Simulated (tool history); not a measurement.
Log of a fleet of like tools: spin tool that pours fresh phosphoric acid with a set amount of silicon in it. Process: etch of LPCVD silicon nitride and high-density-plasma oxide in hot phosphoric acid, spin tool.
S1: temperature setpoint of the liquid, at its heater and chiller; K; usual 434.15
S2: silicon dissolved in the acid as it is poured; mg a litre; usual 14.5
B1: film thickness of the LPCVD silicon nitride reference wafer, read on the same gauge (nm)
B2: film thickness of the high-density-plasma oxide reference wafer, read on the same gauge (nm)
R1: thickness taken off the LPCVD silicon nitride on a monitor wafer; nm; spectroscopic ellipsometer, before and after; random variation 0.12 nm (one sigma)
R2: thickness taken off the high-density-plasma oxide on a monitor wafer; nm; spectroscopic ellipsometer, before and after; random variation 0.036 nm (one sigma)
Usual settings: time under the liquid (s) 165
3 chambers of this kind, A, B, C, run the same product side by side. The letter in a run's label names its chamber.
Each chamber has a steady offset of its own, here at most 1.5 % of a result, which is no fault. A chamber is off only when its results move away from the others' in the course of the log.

{"run": "1B", "hour": 2.5, "S1": 434.15, "S2": 14.5, "time under the liquid (s)": 165, "B1": 130.01, "B2": 110.0, "R1": 15.177, "R2": 0.30046}
{"run": "2C", "hour": 7.2, "S1": 434.15, "S2": 14.5, "time under the liquid (s)": 165, "B1": 130.02, "B2": 110.01, "R1": 15.281, "R2": 0.31994}
{"run": "3A", "hour": 12.0, "S1": 434.15, "S2": 14.5, "time under the liquid (s)": 165, "B1": 129.99, "B2": 110.0, "R1": 15.277, "R2": 0.37092}
{"hour": 13.6, "done": "chamber C: heated supply line repaired"}
{"run": "4C", "hour": 15.2, "S1": 434.15, "S2": 14.5, "time under the liquid (s)": 165, "B1": 130.0, "B2": 109.99, "R1": 15.253, "R2": 0.319}
{"hour": 17.4, "done": "chamber C: dissolved silicon flow meter replaced"}
{"run": "5A", "hour": 17.7, "S1": 434.15, "S2": 14.5, "time under the liquid (s)": 165, "B1": 130.0, "B2": 110.01, "R1": 15.225, "R2": 0.26464}
{"run": "6B", "hour": 21.0, "S1": 434.15, "S2": 14.5, "time under the liquid (s)": 105, "B1": 130.0, "B2": 110.0, "R1": 9.5685, "R2": 0.18636}
{"run": "7B", "hour": 25.2, "S1": 434.15, "S2": 14.5, "time under the liquid (s)": 105, "B1": 130.01, "B2": 110.0, "R1": 9.6881, "R2": 0.21213}
{"run": "8A", "hour": 28.7, "S1": 434.15, "S2": 14.5, "time under the liquid (s)": 105, "B1": 130.03, "B2": 110.0, "R1": 9.7175, "R2": 0.18705}
{"run": "9C", "hour": 33.2, "S1": 434.15, "S2": 14.5, "time under the liquid (s)": 165, "B1": 130.02, "B2": 109.99, "R1": 15.403, "R2": 0.36298}
{"run": "10A", "hour": 35.5, "S1": 434.15, "S2": 14.5, "time under the liquid (s)": 165, "B1": 129.98, "B2": 110.01, "R1": 15.114, "R2": 0.35864}
{"run": "11B", "hour": 39.6, "S1": 434.15, "S2": 14.5, "time under the liquid (s)": 165, "B1": 129.99, "B2": 110.0, "R1": 15.133, "R2": 0.33022}
{"run": "12C", "hour": 42.0, "S1": 434.15, "S2": 14.5, "time under the liquid (s)": 165, "B1": 129.97, "B2": 110.03, "R1": 15.395, "R2": 0.30199}
{"run": "13B", "hour": 45.4, "S1": 436.65, "S2": 14.5, "time under the liquid (s)": 75, "B1": 130.01, "B2": 109.99, "R1": 7.6232, "R2": 0.15086}
{"run": "14A", "hour": 50.7, "S1": 436.65, "S2": 14.5, "time under the liquid (s)": 75, "B1": 130.03, "B2": 110.03, "R1": 7.5534, "R2": 0.15856}
{"run": "15C", "hour": 53.5, "S1": 436.65, "S2": 14.5, "time under the liquid (s)": 75, "B1": 130.01, "B2": 110.0, "R1": 7.4239, "R2": 0.17475}
{"run": "16A", "hour": 57.5, "S1": 434.15, "S2": 14.5, "time under the liquid (s)": 165, "B1": 130.03, "B2": 110.02, "R1": 15.253, "R2": 0.35393}
{"run": "17B", "hour": 59.9, "S1": 434.15, "S2": 14.5, "time under the liquid (s)": 165, "B1": 130.01, "B2": 109.99, "R1": 15.214, "R2": 0.32438}
{"run": "18C", "hour": 63.0, "S1": 434.15, "S2": 14.5, "time under the liquid (s)": 165, "B1": 129.99, "B2": 110.01, "R1": 15.105, "R2": 0.32545}
{"hour": 63.1, "done": "chamber A: thermometer replaced"}
{"run": "19C", "hour": 66.3, "S1": 434.15, "S2": 14.5, "time under the liquid (s)": 165, "B1": 130.03, "B2": 110.0, "R1": 15.127, "R2": 0.32559}
{"run": "20B", "hour": 69.2, "S1": 434.15, "S2": 14.5, "time under the liquid (s)": 165, "B1": 129.98, "B2": 110.01, "R1": 15.293, "R2": 0.34617}
{"run": "21A", "hour": 71.6, "S1": 434.15, "S2": 14.5, "time under the liquid (s)": 165, "B1": 130.01, "B2": 109.99, "R1": 15.235, "R2": 0.36728}
{"run": "22B", "hour": 76.9, "S1": 434.15, "S2": 14.5, "time under the liquid (s)": 165, "B1": 129.99, "B2": 109.99, "R1": 15.214, "R2": 0.34241}
{"run": "23C", "hour": 81.8, "S1": 434.15, "S2": 22.0, "time under the liquid (s)": 165, "B1": 129.99, "B2": 110.0, "R1": 15.134, "R2": 0.23633}
{"run": "24A", "hour": 84.2, "S1": 434.15, "S2": 22.0, "time under the liquid (s)": 165, "B1": 130.02, "B2": 109.99, "R1": 15.198, "R2": 0.25584}
{"run": "25C", "hour": 87.6, "S1": 434.15, "S2": 22.0, "time under the liquid (s)": 165, "B1": 129.98, "B2": 109.99, "R1": 15.035, "R2": 0.30127}
{"run": "26B", "hour": 92.2, "S1": 434.15, "S2": 14.5, "time under the liquid (s)": 165, "B1": 130.03, "B2": 110.01, "R1": 15.289, "R2": 0.32513}
{"run": "27A", "hour": 95.8, "S1": 434.15, "S2": 7.0, "time under the liquid (s)": 135, "B1": 130.0, "B2": 109.98, "R1": 12.46, "R2": 0.36417}
{"run": "28B", "hour": 100.6, "S1": 434.15, "S2": 7.0, "time under the liquid (s)": 135, "B1": 130.01, "B2": 109.98, "R1": 12.493, "R2": 0.30179}
{"run": "29A", "hour": 103.0, "S1": 434.15, "S2": 7.0, "time under the liquid (s)": 135, "B1": 129.99, "B2": 110.01, "R1": 12.722, "R2": 0.36915}
{"run": "30C", "hour": 105.8, "S1": 434.15, "S2": 14.5, "time under the liquid (s)": 165, "B1": 129.98, "B2": 110.0, "R1": 15.534, "R2": 0.31015}
{"run": "31C", "hour": 108.3, "S1": 434.15, "S2": 14.5, "time under the liquid (s)": 165, "B1": 130.0, "B2": 109.99, "R1": 15.121, "R2": 0.27166}
{"run": "32A", "hour": 113.6, "S1": 434.15, "S2": 14.5, "time under the liquid (s)": 165, "B1": 130.0, "B2": 109.99, "R1": 15.12, "R2": 0.33924}
{"run": "33B", "hour": 118.2, "S1": 434.15, "S2": 14.5, "time under the liquid (s)": 165, "B1": 129.98, "B2": 110.0, "R1": 15.28, "R2": 0.36512}
{"run": "34B", "hour": 121.4, "S1": 434.15, "S2": 14.5, "time under the liquid (s)": 165, "B1": 130.0, "B2": 110.01, "R1": 15.314, "R2": 0.26213}

All 3 chambers run these settings next. Forecast each chamber's results:
{"run": "35A", "hour": 125.2, "S1": 434.15, "S2": 14.5, "time under the liquid (s)": 165, "R1": "?", "R2": "?"}
{"run": "35B", "hour": 125.2, "S1": 434.15, "S2": 14.5, "time under the liquid (s)": 165, "R1": "?", "R2": "?"}
{"run": "35C", "hour": 125.2, "S1": 434.15, "S2": 14.5, "time under the liquid (s)": 165, "R1": "?", "R2": "?"}

run=35A R1=15.1230 R2=0.30446
run=35B R1=15.4590 R2=0.32977
run=35C R1=15.1860 R2=0.32383
